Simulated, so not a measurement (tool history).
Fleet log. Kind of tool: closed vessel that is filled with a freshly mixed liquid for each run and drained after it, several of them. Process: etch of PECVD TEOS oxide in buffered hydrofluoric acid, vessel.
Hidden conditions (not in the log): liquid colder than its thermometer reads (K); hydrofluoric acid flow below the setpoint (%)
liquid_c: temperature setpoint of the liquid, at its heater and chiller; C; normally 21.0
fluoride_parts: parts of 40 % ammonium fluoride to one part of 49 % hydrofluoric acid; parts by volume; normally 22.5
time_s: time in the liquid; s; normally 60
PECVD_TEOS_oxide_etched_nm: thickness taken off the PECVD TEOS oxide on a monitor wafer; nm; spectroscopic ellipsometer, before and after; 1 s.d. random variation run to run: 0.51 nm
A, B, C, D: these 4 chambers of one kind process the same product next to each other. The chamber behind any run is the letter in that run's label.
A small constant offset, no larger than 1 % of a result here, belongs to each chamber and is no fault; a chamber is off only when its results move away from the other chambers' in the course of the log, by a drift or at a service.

run,day,liquid_c,fluoride_parts,time_s,hours since the thermometer was replaced,hours since the hydrofluoric acid flow meter was replaced,"read-back film thickness of the PECVD TEOS oxide reference wafer, read on the same gauge (nm)",PECVD_TEOS_oxide_etched_nm
1C,0.412,21.0,22.5,60,651.9,392.8,30.021,68.343
2A,0.854,21.0,22.5,60,363.6,909.4,30.014,68.182
3B,1.296,21.0,22.5,60,911.0,406.9,30.002,68.366
4D,1.608,21.0,22.5,60,614.7,1475.1,29.980,68.735
5A,1.900,21.0,22.5,60,388.7,934.5,29.999,68.413
6D,2.129,21.0,22.5,60,627.2,1487.6,29.988,69.166
7B,2.383,21.0,22.5,60,937.1,433.0,30.000,68.524
8C,2.833,21.0,19.0,60,710.0,450.9,29.985,78.664
9C,3.229,21.0,19.0,60,719.5,460.4,29.985,76.739
10D,3.454,21.0,19.0,60,659.0,1519.4,30.033,77.791
11B,3.671,21.0,19.0,60,968.0,463.9,30.010,78.180
12A,3.933,21.0,22.5,60,437.5,983.3,30.009,68.910
13D,4.279,21.0,22.5,60,678.8,1539.2,30.008,69.151
# day 4.692: chamber D: hydrofluoric acid flow meter replaced
14B,4.725,19.0,22.5,60,993.3,489.2,29.983,60.814
15C,4.979,19.0,22.5,60,761.5,502.4,29.997,60.892
16A,5.292,19.0,22.5,60,470.1,1015.9,30.017,61.116
17A,5.683,19.0,22.5,60,479.5,1025.3,29.992,61.005
18D,6.017,21.0,22.5,60,720.5,31.8,30.003,69.610
19B,6.300,21.0,22.5,60,1031.1,527.0,30.021,68.687
# day 6.638: chamber C: hydrofluoric acid flow meter replaced
20C,6.650,21.0,22.5,60,801.6,0.3,29.983,67.086
21A,6.962,21.0,22.5,60,510.2,1056.0,29.987,69.269
22C,7.417,21.0,22.5,60,820.0,18.7,29.988,66.998
23D,7.717,21.0,14.0,40,761.3,72.6,30.001,70.700
24B,8.062,21.0,14.0,40,1073.4,569.3,30.016,70.289
25B,8.446,21.0,14.0,40,1082.6,578.5,29.993,69.637
26D,8.942,21.0,14.0,40,790.7,102.0,30.003,70.062
27A,9.421,21.0,22.5,60,569.2,1115.0,29.993,68.517
28C,9.662,21.0,22.5,60,873.9,72.6,30.012,66.496
29A,10.162,21.0,22.5,60,587.0,1132.8,29.999,68.470
# day 10.212: chamber B: hydrofluoric acid flow meter replaced
30D,10.408,25.5,15.0,60,825.9,137.2,30.015,126.540
# day 10.425: chamber A: thermometer replaced
31B,10.838,25.5,15.0,60,1140.0,15.0,29.991,125.350
32C,11.267,25.5,15.0,60,912.4,111.1,29.991,121.910
33C,11.583,25.5,15.0,60,920.0,118.7,30.008,121.270
34D,12.054,21.0,22.5,60,865.4,176.7,30.005,68.640
35A,12.371,21.0,22.5,60,46.7,1185.8,29.988,68.927
36B,12.729,21.0,22.5,60,1185.4,60.4,30.018,68.315
37B,13.042,21.0,22.5,60,1192.9,67.9,30.007,68.721
38C,13.442,24.5,22.5,60,964.6,163.3,29.997,78.042
39D,13.933,24.5,22.5,60,910.5,221.8,29.985,83.321
40A,14.183,24.5,22.5,60,90.2,1229.3,29.991,83.042
41D,14.471,24.5,22.5,60,923.4,234.7,30.014,83.632
42B,14.854,21.0,22.5,60,1236.4,111.4,29.993,68.418
43A,15.358,21.0,22.5,75,118.4,1257.5,30.008,85.416

Is one chamber off against the others, does the gauge drift, or is nothing wrong? If a chamber is off, say which, and what the likeliest cause is.

One chamber, C, drifts off from the rest bit by bit.
What lies behind it: liquid colder than its thermometer reads (K) = 1.39.

Chamber C could run next with any of the 4 candidate recipes listed below; each alters the usual settings, and their results appear as question marks. Which one brings its results back in line with what the other chambers deliver on the usual settings?
In-line tolerance around the mean of the other chambers on the usual settings: PECVD_TEOS_oxide_etched_nm 1.800 nm
44C-1,15.721,21.0,22.5,65,,,,?
44C-2,15.721,21.5,22.5,60,,,,?
44C-3,15.721,20.5,22.5,60,,,,?
44C-4,15.721,19.5,22.5,60,,,,?

Average result of the remaining chambers running the usual settings: PECVD_TEOS_oxide_etched_nm 68.648 nm
run,PECVD_TEOS_oxide_etched_nm
44C-1,69.117
44C-2,65.621
44C-3,62.025
44C-4,58.572
The right change is 44C-1: it brings the chamber back within the allowed miss of the others.
